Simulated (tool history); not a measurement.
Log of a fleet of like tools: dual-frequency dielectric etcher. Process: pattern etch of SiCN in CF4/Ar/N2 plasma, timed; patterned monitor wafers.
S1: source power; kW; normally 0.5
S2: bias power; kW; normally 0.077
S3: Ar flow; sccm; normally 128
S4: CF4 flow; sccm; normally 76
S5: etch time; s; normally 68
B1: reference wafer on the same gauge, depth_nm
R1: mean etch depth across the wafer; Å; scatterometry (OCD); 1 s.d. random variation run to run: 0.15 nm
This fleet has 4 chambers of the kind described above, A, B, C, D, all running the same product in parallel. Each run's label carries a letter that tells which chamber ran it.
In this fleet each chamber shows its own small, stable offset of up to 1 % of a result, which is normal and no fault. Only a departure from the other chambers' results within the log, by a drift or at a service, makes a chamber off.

run	hour	S1	S2	S3	S4	S5	B1	R1
1B	7.5	0.5	0.077	128	76	68	59.509	641.46
2D	13.7	0.5	0.077	128	76	68	59.496	642.67
3A	20.2	0.5	0.077	128	76	68	59.464	644.83
4C	25.6	0.5	0.077	128	76	68	59.501	632.63
5D	33.3	0.5	0.077	128	76	68	59.463	643.03
6A	37.9	0.5	0.077	128	76	68	59.478	640.96
7C	45.7	0.5	0.077	128	76	68	59.479	636.19
8B	52.2	0.5	0.077	128	76	68	59.511	646.73
9D	59.6	0.56	0.077	128	76	68	59.484	705.5
10C	65.6	0.56	0.077	128	76	68	59.501	701.24
11A	70.7	0.56	0.077	128	76	68	59.524	709.73
12B	75.6	0.56	0.077	128	76	68	59.472	710.89
13C	82.2	0.5	0.077	128	76	68	59.546	633.24
14B	90.4	0.5	0.077	128	76	68	59.48	644.02
15D	99	0.5	0.077	128	76	68	59.522	641.96
16A	107.3	0.5	0.077	128	76	68	59.514	643.64
17A	111.6	0.5	0.077	128	86	60.5	59.539	584.34
18B	119.9	0.5	0.077	128	86	60.5	59.499	582.85
19D	125	0.5	0.077	128	86	60.5	59.502	580.66
# hour 125.6: chamber B: wet clean of the chamber
20C	129.2	0.5	0.077	128	86	60.5	59.504	570.8
21B	133.6	0.5	0.077	128	76	68	59.48	642.96
22C	139.3	0.5	0.077	128	76	68	59.463	626.66
23A	143.1	0.5	0.077	128	76	68	59.481	640.24
24D	151.5	0.5	0.077	128	76	68	59.499	639.53
25B	158.4	0.5	0.077	128	76	68	59.518	642.14
26C	164.7	0.5	0.077	128	76	68	59.486	629.41
27A	170.9	0.5	0.077	128	76	68	59.493	641.68
28D	179	0.5	0.077	128	76	68	59.509	640.24
29B	185.3	0.5	0.077	128	76	68	59.537	641.91
30D	191.4	0.5	0.077	128	76	68	59.49	641.23
31A	196.1	0.5	0.077	128	76	68	59.493	641.74

The same settings go to every chamber for the next run, one line per chamber below. Forecast the results for each:
32A	202.5	0.5	0.077	100	76	68		?
32B	202.5	0.5	0.077	100	76	68		?
32C	202.5	0.5	0.077	100	76	68		?
32D	202.5	0.5	0.077	100	76	68		?

run	R1
32A	667.08
32B	663.57
32C	651.22
32D	670.45
